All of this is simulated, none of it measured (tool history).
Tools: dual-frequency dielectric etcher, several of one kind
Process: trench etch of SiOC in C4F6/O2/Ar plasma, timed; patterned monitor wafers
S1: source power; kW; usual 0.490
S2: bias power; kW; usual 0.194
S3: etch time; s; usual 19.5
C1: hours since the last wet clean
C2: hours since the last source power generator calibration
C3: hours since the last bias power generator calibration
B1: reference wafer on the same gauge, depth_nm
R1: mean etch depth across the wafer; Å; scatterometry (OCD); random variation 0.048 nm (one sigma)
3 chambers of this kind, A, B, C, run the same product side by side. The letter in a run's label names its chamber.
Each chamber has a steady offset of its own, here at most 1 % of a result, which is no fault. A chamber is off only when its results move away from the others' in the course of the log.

| run | hour | S1 | S2 | S3 | C1 | C2 | C3 | B1 | R1 |
|---|---|---|---|---|---|---|---|---|---|
| 1A | 2.7 | 0.490 | 0.194 | 19.5 | 226.0 | 215.5 | 782.1 | 41.703 | 447.53 |
| 2B | 6.2 | 0.490 | 0.194 | 19.5 | 208.0 | 4894.8 | 25.1 | 41.698 | 444.91 |
| 3C | 9.3 | 0.490 | 0.194 | 19.5 | 160.3 | 3116.0 | 569.2 | 41.681 | 448.01 |
| 4C | 14.3 | 0.490 | 0.194 | 19.5 | 165.3 | 3121.0 | 574.2 | 41.680 | 447.55 |
| 5B | 18.3 | 0.490 | 0.194 | 19.5 | 220.1 | 4906.9 | 37.2 | 41.673 | 445.05 |
| 6A | 22.7 | 0.490 | 0.194 | 19.5 | 246.0 | 235.5 | 802.1 | 41.663 | 447.40 |
| 7A | 26.4 | 0.490 | 0.194 | 19.5 | 249.7 | 239.2 | 805.8 | 41.664 | 446.96 |
| 8C | 30.0 | 0.490 | 0.194 | 19.5 | 181.0 | 3136.7 | 589.9 | 41.642 | 447.50 |
| 9B | 34.4 | 0.490 | 0.194 | 19.5 | 236.2 | 4923.0 | 53.3 | 41.653 | 444.74 |
| 10B | 37.2 | 0.490 | 0.194 | 19.5 | 239.0 | 4925.8 | 56.1 | 41.647 | 444.83 |
| 11A | 41.2 | 0.490 | 0.194 | 19.5 | 264.5 | 254.0 | 820.6 | 41.649 | 446.52 |
| 12C | 43.7 | 0.490 | 0.194 | 19.5 | 194.7 | 3150.4 | 603.6 | 41.638 | 446.89 |
| 13A | 46.3 | 0.490 | 0.194 | 19.5 | 269.6 | 259.1 | 825.7 | 41.632 | 446.09 |
| 14C | 51.5 | 0.490 | 0.194 | 19.5 | 202.5 | 3158.2 | 611.4 | 41.634 | 447.16 |
| 15B | 54.4 | 0.490 | 0.194 | 19.5 | 256.2 | 4943.0 | 73.3 | 41.619 | 444.50 |
| 16A | 58.3 | 0.490 | 0.194 | 19.5 | 281.6 | 271.1 | 837.7 | 41.616 | 445.56 |
| 17B | 61.2 | 0.490 | 0.194 | 19.5 | 263.0 | 4949.8 | 80.1 | 41.620 | 444.89 |
| 18C | 65.2 | 0.490 | 0.194 | 19.5 | 216.2 | 3171.9 | 625.1 | 41.597 | 447.82 |
| 19A | 68.4 | 0.400 | 0.194 | 17.5 | 291.7 | 281.2 | 847.8 | 41.605 | 369.13 |
| 20C | 71.1 | 0.400 | 0.194 | 17.5 | 222.1 | 3177.8 | 631.0 | 41.592 | 370.71 |
| 21B | 73.7 | 0.400 | 0.194 | 17.5 | 275.5 | 4962.3 | 92.6 | 41.594 | 368.09 |
| 22C | 76.6 | 0.490 | 0.194 | 19.5 | 227.6 | 3183.3 | 636.5 | 41.575 | 447.85 |
| 23B | 81.4 | 0.490 | 0.194 | 19.5 | 283.2 | 4970.0 | 100.3 | 41.587 | 444.00 |
| 24A | 84.5 | 0.490 | 0.194 | 19.5 | 307.8 | 297.3 | 863.9 | 41.572 | 445.53 |
| 25A | 88.1 | 0.490 | 0.194 | 19.5 | 311.4 | 300.9 | 867.5 | 41.574 | 445.89 |
| 26B | 92.0 | 0.490 | 0.194 | 19.5 | 293.8 | 4980.6 | 110.9 | 41.572 | 443.93 |
| 27C | 94.7 | 0.490 | 0.194 | 19.5 | 245.7 | 3201.4 | 654.6 | 41.556 | 447.27 |
| 28C | 99.6 | 0.490 | 0.194 | 19.5 | 250.6 | 3206.3 | 659.5 | 41.559 | 447.15 |
| 29B | 104.1 | 0.490 | 0.194 | 19.5 | 305.9 | 4992.7 | 123.0 | 41.540 | 443.51 |
| 30A | 108.7 | 0.490 | 0.194 | 19.5 | 332.0 | 321.5 | 888.1 | 41.535 | 445.23 |
| 31B | 111.2 | 0.490 | 0.194 | 19.5 | 313.0 | 4999.8 | 130.1 | 41.547 | 443.59 |
| 32A | 114.6 | 0.490 | 0.194 | 19.5 | 337.9 | 327.4 | 894.0 | 41.530 | 445.57 |
| 33C | 117.9 | 0.440 | 0.194 | 19.5 | 268.9 | 3224.6 | 677.8 | 41.526 | 428.09 |
| 34B | 123.6 | 0.440 | 0.194 | 19.5 | 325.4 | 5012.2 | 142.5 | 41.521 | 424.93 |

Is one chamber off against the others, does the gauge drift, or is nothing wrong? If a chamber is off, say which, and what the likeliest cause is.

The gauge drifts, so all chambers seem to drift together. No chamber is off.
Cause: gauge reads low (%) = 0.446.

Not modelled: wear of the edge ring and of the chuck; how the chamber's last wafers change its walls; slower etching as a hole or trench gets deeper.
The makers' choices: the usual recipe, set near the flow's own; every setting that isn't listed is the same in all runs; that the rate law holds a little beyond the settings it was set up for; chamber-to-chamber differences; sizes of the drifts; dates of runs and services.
